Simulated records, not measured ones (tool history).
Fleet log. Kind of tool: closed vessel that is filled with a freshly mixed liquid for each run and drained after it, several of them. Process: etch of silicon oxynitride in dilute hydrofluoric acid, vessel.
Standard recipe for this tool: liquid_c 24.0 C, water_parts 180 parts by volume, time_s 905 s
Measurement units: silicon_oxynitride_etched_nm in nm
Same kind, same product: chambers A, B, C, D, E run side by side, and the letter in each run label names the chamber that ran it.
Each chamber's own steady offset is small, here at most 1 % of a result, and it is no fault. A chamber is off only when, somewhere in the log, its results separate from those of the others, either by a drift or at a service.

run   hour  liquid_c  water_parts  time_s  read-back film thickness of the silicon oxynitride reference wafer, read on the same gauge (nm)  silicon_oxynitride_etched_nm
 1A    5.5      24.0          180     905                                                                                           70.026                       12.2000
 2D   11.3      24.0          180     905                                                                                           69.963                       12.0110
 3E   17.6      24.0          180     905                                                                                           70.005                       11.9320
 4C   21.4      24.0          180     905                                                                                           69.978                       11.9860
 5B   26.8      24.0          180     905                                                                                           69.991                       12.0890
 6B   32.6      24.0          180     905                                                                                           70.027                       11.9300
 7E   39.2      24.0          180     905                                                                                           69.998                       12.0710
 8A   45.5      24.0          180     905                                                                                           69.973                       12.3050
 9D   51.0      24.0          180     905                                                                                           70.010                       12.0500
10C   55.3      24.0          180     905                                                                                           69.992                       11.9540
11A   61.1      24.0          180     905                                                                                           69.976                       12.1830
      65.6  -- chamber A: hydrofluoric acid flow meter replaced
12B   65.6      24.0          180     905                                                                                           69.969                       12.1320
13C   70.6      24.0          180     905                                                                                           70.046                       12.0010
14E   74.3      24.0          180     905                                                                                           70.017                       12.2890
15D   79.0      22.5          250     905                                                                                           70.029                        7.7163
16A   85.4      22.5          250     905                                                                                           70.005                        7.8469
17D   90.9      22.5          250     905                                                                                           70.047                        7.7731
18E   96.0      22.5          250     905                                                                                           69.992                        7.9559
19B  101.6      22.5          250     905                                                                                           69.950                        7.6408
20C  105.9      24.0          180     905                                                                                           70.014                       11.9160
21B  109.9      24.0          180     905                                                                                           69.992                       12.1820
22D  113.6      27.5          145     905                                                                                           70.036                       18.0420
23E  118.0      27.5          145     905                                                                                           69.989                       18.7690
24C  122.6      27.5          145     905                                                                                           70.014                       17.8840
25A  127.5      27.5          145     905                                                                                           70.000                       18.3270
26E  134.0      27.5          145     905                                                                                           70.055                       18.6660
27C  137.7      24.0          120     735                                                                                           70.040                       15.5670
28D  141.5      24.0          120     735                                                                                           69.998                       15.5140
29A  145.6      24.0          120     735                                                                                           70.039                       15.4770
30B  148.6      24.0          120     735                                                                                           69.956                       15.5340

Read the log: is a single chamber off, either drifting away or since a service, is the gauge that measures every chamber drifting, or is nothing wrong beyond small per-chamber offsets? Name any odd chamber and what most likely caused it.

One chamber, E, drifts off from the rest bit by bit.
Most likely cause: hydrofluoric acid flow above the setpoint (%) = 4.31.
With only this log, it may be confused with: liquid hotter than its thermometer reads (K).

Chamber E could run next with any of the 4 candidate recipes listed below; each alters the usual settings, and their results appear as question marks. Which one brings its results back in line with what the other chambers deliver on the usual settings?
In line here means within this much of the mean the other chambers give on the usual settings: silicon_oxynitride_etched_nm 0.3100 nm
31E-1  153.4      23.5          190     905                                                                                                                              ?
31E-2  153.4      24.0          175     925                                                                                                                              ?
31E-3  153.4      24.0          175     955                                                                                                                              ?
31E-4  153.4      24.0          185     885                                                                                                                              ?

Other chambers, usual settings, mean: silicon_oxynitride_etched_nm 12.0980 nm
  run  silicon_oxynitride_etched_nm
31E-1                       11.7000
31E-2                       13.4320
31E-3                       13.8670
31E-4                       12.0640
It is 31E-4 that realigns the chamber with its peers.
